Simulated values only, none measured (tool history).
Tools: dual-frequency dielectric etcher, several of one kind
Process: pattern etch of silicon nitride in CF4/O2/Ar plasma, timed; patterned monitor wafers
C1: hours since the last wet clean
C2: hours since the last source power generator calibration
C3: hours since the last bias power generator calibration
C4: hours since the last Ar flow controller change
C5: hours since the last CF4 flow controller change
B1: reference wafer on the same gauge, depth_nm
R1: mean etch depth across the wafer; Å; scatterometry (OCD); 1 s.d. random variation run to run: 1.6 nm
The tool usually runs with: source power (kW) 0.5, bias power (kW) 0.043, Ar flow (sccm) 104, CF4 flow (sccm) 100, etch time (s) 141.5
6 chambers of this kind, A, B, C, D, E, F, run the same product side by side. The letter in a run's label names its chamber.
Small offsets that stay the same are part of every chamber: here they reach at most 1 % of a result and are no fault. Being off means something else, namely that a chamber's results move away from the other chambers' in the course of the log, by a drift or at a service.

Run 1B, hour 15.3: usual settings; C1 240.6; C2 884.8; C3 1879.4; C4 4673.5; C5 2033.6; B1 229.08. Result: R1 2545.6 Å.
Run 2E, hour 28.4: usual settings; C1 250.8; C2 1049.6; C3 2284.6; C4 1275; C5 2755.9; B1 228.96. Result: R1 2522.9 Å.
Run 3D, hour 39.2: usual settings; C1 168.3; C2 412.3; C3 288.8; C4 1838; C5 3344.8; B1 229.06. Result: R1 2494.2 Å.
Run 4F, hour 50.8: usual settings; C1 516.8; C2 1952.7; C3 144.7; C4 789; C5 649.5; B1 228.76. Result: R1 2536.9 Å.
Run 5C, hour 59.6: usual settings; C1 136.3; C2 1468.6; C3 1197.8; C4 1524.9; C5 5247.1; B1 228.78. Result: R1 2525 Å.
At hour 60.5: chamber F: source power generator calibrated.
Run 6A, hour 69.6: usual settings; C1 293.4; C2 1477.7; C3 854.2; C4 1199; C5 2221.4; B1 228.81. Result: R1 2516.9 Å.
Run 7F, hour 80.5: usual settings; C1 546.5; C2 20; C3 174.4; C4 818.7; C5 679.2; B1 229.35. Result: R1 2528.7 Å.
At hour 81.8: chamber E: wet clean of the chamber.
Run 8A, hour 93.1: usual settings; C1 316.9; C2 1501.2; C3 877.7; C4 1222.5; C5 2244.9; B1 229. Result: R1 2506 Å.
Run 9E, hour 108.6: usual settings; C1 26.8; C2 1129.8; C3 2364.8; C4 1355.2; C5 2836.1; B1 228.8. Result: R1 2545.9 Å.
Run 10B, hour 118.9: usual settings but bias power (kW) 0.034; C1 344.2; C2 988.4; C3 1983; C4 4777.1; C5 2137.2; B1 228.88. Result: R1 2362.2 Å.
Run 11D, hour 132.6: usual settings but bias power (kW) 0.034; C1 261.7; C2 505.7; C3 382.2; C4 1931.4; C5 3438.2; B1 229.16. Result: R1 2300.1 Å.
Run 12C, hour 140.3: usual settings but bias power (kW) 0.034; C1 217; C2 1549.3; C3 1278.5; C4 1605.6; C5 5327.8; B1 228.74. Result: R1 2310.6 Å.
Run 13C, hour 156.1: usual settings but bias power (kW) 0.034; C1 232.8; C2 1565.1; C3 1294.3; C4 1621.4; C5 5343.6; B1 229. Result: R1 2280.3 Å.
At hour 163.9: chamber A: wet clean of the chamber.
Run 14E, hour 171.3: usual settings but bias power (kW) 0.034; C1 89.5; C2 1192.5; C3 2427.5; C4 1417.9; C5 2898.8; B1 229.3. Result: R1 2342 Å.
Run 15B, hour 181.7: usual settings but bias power (kW) 0.034; C1 407; C2 1051.2; C3 2045.8; C4 4839.9; C5 2200; B1 228.74. Result: R1 2351.5 Å.
At hour 190.5: chamber F: wet clean of the chamber.
Run 16A, hour 190.6: usual settings; C1 26.7; C2 1598.7; C3 975.2; C4 1320; C5 2342.4; B1 229.14. Result: R1 2533.3 Å.
Run 17D, hour 198.5: usual settings; C1 327.6; C2 571.6; C3 448.1; C4 1997.3; C5 3504.1; B1 229.03. Result: R1 2513.6 Å.
Run 18F, hour 211.1: usual settings; C1 20.6; C2 150.6; C3 305; C4 949.3; C5 809.8; B1 228.78. Result: R1 2512 Å.
Run 19E, hour 220.2: usual settings; C1 138.4; C2 1241.4; C3 2476.4; C4 1466.8; C5 2947.7; B1 229.29. Result: R1 2535.9 Å.
Run 20C, hour 229.8: usual settings; C1 306.5; C2 1638.8; C3 1368; C4 1695.1; C5 5417.3; B1 228.55. Result: R1 2510.5 Å.
At hour 233.5: chamber B: wet clean of the chamber.
Run 21D, hour 241.4: usual settings; C1 370.5; C2 614.5; C3 491; C4 2040.2; C5 3547; B1 229.24. Result: R1 2532.2 Å.
Run 22F, hour 257.2: usual settings; C1 66.7; C2 196.7; C3 351.1; C4 995.4; C5 855.9; B1 229.05. Result: R1 2513.3 Å.
Run 23B, hour 272: usual settings but source power (kW) 0.42, bias power (kW) 0.038; C1 38.5; C2 1141.5; C3 2136.1; C4 4930.2; C5 2290.3; B1 229.04. Result: R1 2122.6 Å.
Run 24A, hour 285.7: usual settings but source power (kW) 0.42, bias power (kW) 0.038; C1 121.8; C2 1693.8; C3 1070.3; C4 1415.1; C5 2437.5; B1 228.75. Result: R1 2044.8 Å.
Run 25F, hour 298.5: usual settings but source power (kW) 0.42, bias power (kW) 0.038; C1 108; C2 238; C3 392.4; C4 1036.7; C5 897.2; B1 228.94. Result: R1 2089.1 Å.
Run 26E, hour 312.8: usual settings but source power (kW) 0.42, bias power (kW) 0.038; C1 231; C2 1334; C3 2569; C4 1559.4; C5 3040.3; B1 228.79. Result: R1 2086.4 Å.
Run 27D, hour 328.9: usual settings but source power (kW) 0.42, bias power (kW) 0.038; C1 458; C2 702; C3 578.5; C4 2127.7; C5 3634.5; B1 229.49. Result: R1 2075.2 Å.
Run 28C, hour 339.8: usual settings but source power (kW) 0.42, bias power (kW) 0.038; C1 416.5; C2 1748.8; C3 1478; C4 1805.1; C5 5527.3; B1 229.01. Result: R1 2080.7 Å.
At hour 345.3: chamber A: source power generator calibrated.
At hour 348: chamber C: Ar flow controller replaced.
Run 29B, hour 353.7: usual settings; C1 120.2; C2 1223.2; C3 2217.8; C4 5011.9; C5 2372; B1 229.12. Result: R1 2590.5 Å.
Run 30A, hour 365.4: usual settings; C1 201.5; C2 20.2; C3 1150; C4 1494.8; C5 2517.2; B1 229.41. Result: R1 2548.2 Å.
Run 31E, hour 373.8: usual settings but bias power (kW) 0.05; C1 292; C2 1395; C3 2630; C4 1620.4; C5 3101.3; B1 228.89. Result: R1 2692.8 Å.
Run 32B, hour 380.9: usual settings but bias power (kW) 0.05; C1 147.4; C2 1250.4; C3 2245; C4 5039.1; C5 2399.2; B1 229.14. Result: R1 2741.6 Å.
At hour 382.8: chamber D: wet clean of the chamber.
Run 33A, hour 391.7: usual settings but bias power (kW) 0.05; C1 227.8; C2 46.5; C3 1176.3; C4 1521.1; C5 2543.5; B1 229.26. Result: R1 2649.1 Å.
At hour 398: chamber E: wet clean of the chamber.
Run 34D, hour 404.2: usual settings but bias power (kW) 0.05; C1 21.4; C2 777.3; C3 653.8; C4 2203; C5 3709.8; B1 229.03. Result: R1 2652.3 Å.
At hour 413.3: chamber C: wet clean of the chamber.
Run 35C, hour 417.2: usual settings but bias power (kW) 0.05; C1 3.9; C2 1826.2; C3 1555.4; C4 69.3; C5 5604.7; B1 229.5. Result: R1 2651.3 Å.
Run 36F, hour 429.1: usual settings but bias power (kW) 0.05; C1 238.6; C2 368.6; C3 523; C4 1167.3; C5 1027.8; B1 229.16. Result: R1 2672.2 Å.
Run 37B, hour 437.5: usual settings; C1 204; C2 1307; C3 2301.6; C4 5095.7; C5 2455.8; B1 228.86. Result: R1 2645.9 Å.
Run 38E, hour 444.8: usual settings; C1 46.9; C2 1466; C3 2701; C4 1691.4; C5 3172.3; B1 228.82. Result: R1 2538.5 Å.
Run 39C, hour 461: usual settings; C1 47.7; C2 1870; C3 1599.2; C4 113.1; C5 5648.5; B1 229.22. Result: R1 2509.3 Å.

Decide between three cases: one chamber stands off from its peers, the gauge reading all wafers drifts, or nothing is wrong past each chamber's small offset. Where a chamber is off, say which and what most likely put it there.

One chamber, B, drifts off from the rest bit by bit.
Most likely cause: source power that arrives over what is set, % = 4.21.

Below are 4 candidate recipes for chamber B's next run, each the usual settings with a change, their results shown as question marks. Which of them brings B's results back in line with what the other chambers give on the usual settings?
To be in line, a result may differ from the other chambers' mean on the usual settings by at most: R1 57 Å
Run 40B-1, hour 472.7: usual settings but etch time (s) 135.5. Result: R1 ?.
Run 40B-2, hour 472.7: usual settings but source power (kW) 0.46, bias power (kW) 0.041, Ar flow (sccm) 105, CF4 flow (sccm) 99. Result: R1 ?.
Run 40B-3, hour 472.7: usual settings but bias power (kW) 0.057. Result: R1 ?.
Run 40B-4, hour 472.7: usual settings but Ar flow (sccm) 86, CF4 flow (sccm) 117. Result: R1 ?.

What the other chambers average on the usual settings: R1 2519.2 Å
  run      R1
40B-1  2531.2
40B-2  2407.5
40B-3  2934.4
40B-4  2759.6
The right change is 40B-1: it brings the chamber back within the allowed miss of the others.

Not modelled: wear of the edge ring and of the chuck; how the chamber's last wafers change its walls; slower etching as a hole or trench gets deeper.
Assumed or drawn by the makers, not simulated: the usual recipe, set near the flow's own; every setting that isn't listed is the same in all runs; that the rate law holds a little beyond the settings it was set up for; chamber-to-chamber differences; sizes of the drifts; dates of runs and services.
